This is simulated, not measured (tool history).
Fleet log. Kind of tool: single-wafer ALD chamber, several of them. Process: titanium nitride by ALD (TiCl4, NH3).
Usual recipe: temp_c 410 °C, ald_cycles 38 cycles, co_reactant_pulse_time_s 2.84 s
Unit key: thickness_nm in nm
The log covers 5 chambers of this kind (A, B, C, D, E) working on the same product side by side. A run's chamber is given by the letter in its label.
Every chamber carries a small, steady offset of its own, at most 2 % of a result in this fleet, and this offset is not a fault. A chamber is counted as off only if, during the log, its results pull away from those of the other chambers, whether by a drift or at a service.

run   hour  temp_c  ald_cycles  co_reactant_pulse_time_s  read-back reference wafer on the same gauge, thickness_nm  thickness_nm
 1A    9.0     410          38                      2.84                                                    0.87619       0.85310
 2D   16.7     410          38                      2.84                                                    0.87652       0.83678
 3B   31.0     410          38                      2.84                                                    0.87681       0.84848
 4C   42.7     410          38                      2.84                                                    0.87675       0.84757
 5E   49.9     410          38                      2.84                                                    0.87692       0.84605
 6E   58.7     410          38                      2.84                                                    0.87680       0.84718
 7A   71.8     410          38                      2.84                                                    0.87719       0.85590
 8B   81.4     410          38                      2.84                                                    0.87732       0.85075
 9D   94.4     410          38                      2.84                                                    0.87769       0.83492
10C  106.0     410          38                      2.84                                                    0.87783       0.85088
11B  119.1     410          38                      2.84                                                    0.87808       0.84911
12D  133.4     410          33                      2.84                                                    0.87798       0.72782
13C  142.8     410          33                      2.84                                                    0.87821       0.73974
14E  149.2     410          33                      2.84                                                    0.87834       0.73603
     152.5  -- chamber B: thermocouple changed; heater temperature recalibrated
15A  163.6     410          33                      2.84                                                    0.87825       0.74488
16A  170.4     410          33                      2.84                                                    0.87826       0.74262
17E  181.6     410          38                      2.84                                                    0.87900       0.84772
18C  189.8     410          38                      2.84                                                    0.87871       0.85042
19D  204.5     410          38                      2.84                                                    0.87899       0.83785
20B  214.4     410          38                      2.84                                                    0.87953       0.85114
21E  227.0     410          38                      2.84                                                    0.87941       0.85183
22B  235.1     410          38                      2.84                                                    0.87972       0.85189
23A  241.7     410          38                      2.84                                                    0.88044       0.85736
24C  252.9     410          38                      2.84                                                    0.88004       0.85071
25D  263.8     410          38                      2.84                                                    0.88008       0.83755
26C  271.4     410          38                      2.84                                                    0.88048       0.85212
27E  280.8     410          38                      2.84                                                    0.88051       0.85126
28D  291.6     410          38                      2.84                                                    0.88068       0.83810
29A  304.2     410          38                      2.84                                                    0.88101       0.85930
30B  319.0     410          38                      2.84                                                    0.88119       0.85537
31A  327.9     410          38                      2.84                                                    0.88092       0.85825
32B  341.5     410          38                      2.84                                                    0.88181       0.85389
33C  355.8     410          38                      2.84                                                    0.88197       0.85394
34E  366.1     410          38                      2.84                                                    0.88199       0.85372
35D  377.4     410          38                      2.84                                                    0.88188       0.84189

For the next run the whole fleet of 5 chambers uses the same settings. Give each chamber's results:
36A  388.1     419          38                      2.84                                                                        ?
36B  388.1     419          38                      2.84                                                                        ?
36C  388.1     419          38                      2.84                                                                        ?
36D  388.1     419          38                      2.84                                                                        ?
36E  388.1     419          38                      2.84                                                                        ?

run  thickness_nm
36A       0.86398
36B       0.85554
36C       0.85458
36D       0.84245
36E       0.85392

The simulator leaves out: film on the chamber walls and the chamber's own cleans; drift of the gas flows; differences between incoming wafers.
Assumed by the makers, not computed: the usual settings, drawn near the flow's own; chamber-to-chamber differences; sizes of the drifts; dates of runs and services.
